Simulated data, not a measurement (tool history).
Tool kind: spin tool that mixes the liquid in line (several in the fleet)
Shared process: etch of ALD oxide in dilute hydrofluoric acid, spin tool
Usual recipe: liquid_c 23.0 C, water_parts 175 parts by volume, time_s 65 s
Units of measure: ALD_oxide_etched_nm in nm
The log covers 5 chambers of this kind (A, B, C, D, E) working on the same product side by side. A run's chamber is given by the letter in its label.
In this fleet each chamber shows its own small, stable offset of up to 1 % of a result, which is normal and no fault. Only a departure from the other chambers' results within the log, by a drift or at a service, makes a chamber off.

run,day,liquid_c,water_parts,time_s,"read-back film thickness of the ALD oxide reference wafer, read on the same gauge (nm)",ALD_oxide_etched_nm
1C,0.458,23.0,175,65,70.009,10.7660
2E,0.950,23.0,175,65,69.984,10.9230
3B,1.450,23.0,175,65,70.044,10.5220
4D,2.033,23.0,175,65,69.979,10.6160
5A,2.446,23.0,175,65,70.049,10.7260
6D,2.783,23.0,175,65,69.976,10.4250
7E,3.425,26.5,175,45,70.031,8.4611
8C,3.904,26.5,175,45,70.019,8.3600
9B,4.462,26.5,175,45,70.009,8.3492
10A,4.783,26.5,175,45,70.028,8.3991
11C,5.412,26.5,175,45,70.005,8.3144
12E,5.721,23.0,175,65,70.019,10.8380
13A,6.375,23.0,175,65,70.015,10.7590
14B,6.675,23.0,175,65,70.014,10.5940
15D,7.125,23.0,175,65,70.049,10.5640
16D,7.646,26.5,115,65,69.996,19.7940
17C,8.242,26.5,115,65,70.002,20.1190
18A,8.771,26.5,115,65,69.987,19.7290
19B,9.383,26.5,115,65,70.031,20.0370
20E,9.762,26.5,115,65,70.028,21.0460
21A,10.225,23.0,175,65,69.998,10.7260
22B,10.533,23.0,175,65,70.031,10.4150
23E,11.108,23.0,175,65,70.003,11.1450
24C,11.408,23.0,175,65,70.001,10.7230
25D,11.833,23.0,175,65,69.968,10.6140
26E,12.267,23.0,175,65,70.028,11.1590
# day 12.283: chamber A: hydrofluoric acid flow meter replaced
27D,12.754,23.0,175,65,70.036,10.6740
28A,13.417,23.0,175,65,70.027,10.8340
29B,13.846,23.0,175,65,69.986,10.8180
30C,14.279,23.0,175,65,69.996,10.5220
31C,14.612,23.0,175,65,70.028,10.6160
32E,15.183,23.0,175,65,70.010,11.3980
33B,15.542,23.0,175,65,70.023,10.4520
34A,15.833,23.0,175,65,69.988,10.6860
35D,16.442,23.0,175,65,70.006,10.7080
# day 16.496: chamber D: thermometer replaced
36D,17.096,23.0,175,65,69.970,10.8080

Next, every chamber runs the same settings. What will each give?
37A,17.579,23.0,95,65,,?
37B,17.579,23.0,95,65,,?
37C,17.579,23.0,95,65,,?
37D,17.579,23.0,95,65,,?
37E,17.579,23.0,95,65,,?

run,ALD_oxide_etched_nm
37A,21.0470
37B,21.6360
37C,21.5960
37D,21.2150
37E,24.1390
